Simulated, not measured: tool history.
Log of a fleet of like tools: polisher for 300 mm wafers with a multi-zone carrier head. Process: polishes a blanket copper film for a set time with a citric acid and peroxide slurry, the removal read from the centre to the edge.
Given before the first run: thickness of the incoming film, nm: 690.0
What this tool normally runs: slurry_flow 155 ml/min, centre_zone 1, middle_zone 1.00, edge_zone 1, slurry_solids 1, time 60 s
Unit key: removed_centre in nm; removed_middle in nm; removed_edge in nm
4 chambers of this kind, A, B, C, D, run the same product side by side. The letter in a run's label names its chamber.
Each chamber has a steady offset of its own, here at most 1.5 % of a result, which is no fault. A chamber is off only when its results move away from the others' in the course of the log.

| run | hour | slurry_flow | centre_zone | middle_zone | edge_zone | slurry_solids | time | removed_centre | removed_middle | removed_edge |
|---|---|---|---|---|---|---|---|---|---|---|
|  | 4.3 | chamber B: worn pad replaced by a new one |
| 1A | 5.4 | 155 | 1 | 1.00 | 1 | 1 | 60 | 75.918 | 75.942 | 76.505 |
|  | 6.1 | chamber C: worn pad replaced by a new one |
|  | 8.3 | chamber D: edge zone pressure recalibrated |
| 2D | 12.2 | 155 | 1 | 1.00 | 1 | 1 | 60 | 75.579 | 75.562 | 75.277 |
| 3C | 17.4 | 155 | 1 | 1.00 | 1 | 1 | 60 | 75.683 | 75.361 | 76.516 |
| 4B | 21.4 | 155 | 1 | 1.00 | 1 | 1 | 60 | 77.462 | 76.169 | 76.096 |
|  | 22.3 | chamber B: edge zone pressure recalibrated |
| 5C | 29.1 | 155 | 1 | 1.00 | 1 | 1 | 60 | 75.290 | 76.513 | 76.941 |
| 6B | 35.4 | 155 | 1 | 1.00 | 1 | 1 | 60 | 76.692 | 75.323 | 75.504 |
| 7A | 41.4 | 155 | 1 | 1.00 | 1 | 1 | 60 | 76.025 | 76.490 | 76.726 |
| 8D | 48.9 | 155 | 1 | 1.00 | 1 | 1 | 60 | 74.288 | 76.044 | 74.676 |
| 9B | 55.3 | 155 | 1 | 1.00 | 1 | 1 | 60 | 76.539 | 76.807 | 76.300 |
|  | 58.5 | chamber D: worn pad replaced by a new one |
| 10C | 59.0 | 155 | 1 | 1.00 | 1 | 1 | 60 | 74.006 | 75.744 | 76.303 |
| 11A | 65.2 | 155 | 1 | 1.00 | 1 | 1 | 60 | 74.180 | 75.730 | 75.939 |
| 12D | 69.9 | 155 | 1 | 1.00 | 1 | 1 | 60 | 77.482 | 77.752 | 75.712 |
|  | 70.7 | chamber D: centre zone pressure recalibrated |
| 13A | 74.1 | 155 | 1 | 1.09 | 1 | 1 | 49 | 61.090 | 65.749 | 62.561 |
| 14B | 81.2 | 155 | 1 | 1.09 | 1 | 1 | 49 | 62.024 | 67.422 | 62.873 |
|  | 82.0 | chamber C: edge zone pressure recalibrated |
| 15C | 86.5 | 155 | 1 | 1.09 | 1 | 1 | 49 | 60.312 | 66.778 | 61.820 |
| 16D | 89.9 | 155 | 1 | 1.09 | 1 | 1 | 49 | 62.241 | 67.411 | 62.358 |
| 17D | 93.3 | 155 | 1 | 1.00 | 1 | 1 | 60 | 75.611 | 76.307 | 76.496 |
|  | 96.4 | chamber C: worn pad replaced by a new one |
| 18A | 99.1 | 155 | 1 | 1.00 | 1 | 1 | 60 | 72.690 | 72.409 | 74.251 |
|  | 99.5 | chamber A: worn pad replaced by a new one |
| 19C | 105.4 | 155 | 1 | 1.00 | 1 | 1 | 60 | 76.209 | 75.714 | 76.904 |
| 20B | 109.4 | 155 | 1 | 1.00 | 1 | 1 | 60 | 77.361 | 76.053 | 75.918 |
| 21C | 114.6 | 155 | 1 | 1.00 | 1 | 1 | 60 | 75.401 | 75.915 | 76.631 |
| 22A | 121.7 | 155 | 1 | 1.00 | 1 | 1 | 60 | 68.102 | 71.045 | 72.600 |
|  | 123.6 | chamber B: worn pad replaced by a new one |
| 23B | 125.5 | 155 | 1 | 1.00 | 1 | 1 | 60 | 78.106 | 75.785 | 76.158 |
| 24D | 131.1 | 155 | 1 | 1.00 | 1 | 1 | 60 | 75.967 | 74.948 | 75.455 |

Decide between three cases: one chamber stands off from its peers, the gauge reading all wafers drifts, or nothing is wrong past each chamber's small offset. Where a chamber is off, say which and what most likely put it there.

One chamber, A, drifts off from the rest bit by bit.
Likeliest cause: slurry flow missing at the pad, % = 38.9.

Here are 4 candidates for chamber A's next run, each the usual settings with a change, their results left as question marks. Which one brings its results back in line with what the others give on the usual settings?
To be in line, a result may differ from the other chambers' mean on the usual settings by at most: removed_centre 3.500 nm; removed_middle 2.100 nm; removed_edge 2.000 nm
| 25A-1 | 136.7 | 165 | 1.03 | 1.01 | 0.98 | 1 | 65 | ? | ? | ? |
| 25A-2 | 136.7 | 160 | 1.01 | 1.00 | 0.99 | 1 | 62 | ? | ? | ? |
| 25A-3 | 136.7 | 150 | 0.99 | 1.00 | 1.01 | 1 | 58 | ? | ? | ? |
| 25A-4 | 136.7 | 145 | 0.97 | 0.99 | 1.02 | 1 | 56 | ? | ? | ? |

On the usual settings, the other chambers give on average: removed_centre 75.995 nm; removed_middle 75.924 nm; removed_edge 76.234 nm
| run | removed_centre | removed_middle | removed_edge |
|---|---|---|---|
| 25A-1 | 76.367 | 75.881 | 76.410 |
| 25A-2 | 70.578 | 71.113 | 72.856 |
| 25A-3 | 63.197 | 65.294 | 68.012 |
| 25A-4 | 58.940 | 61.827 | 65.567 |
25A-1 brings the chamber back in line.

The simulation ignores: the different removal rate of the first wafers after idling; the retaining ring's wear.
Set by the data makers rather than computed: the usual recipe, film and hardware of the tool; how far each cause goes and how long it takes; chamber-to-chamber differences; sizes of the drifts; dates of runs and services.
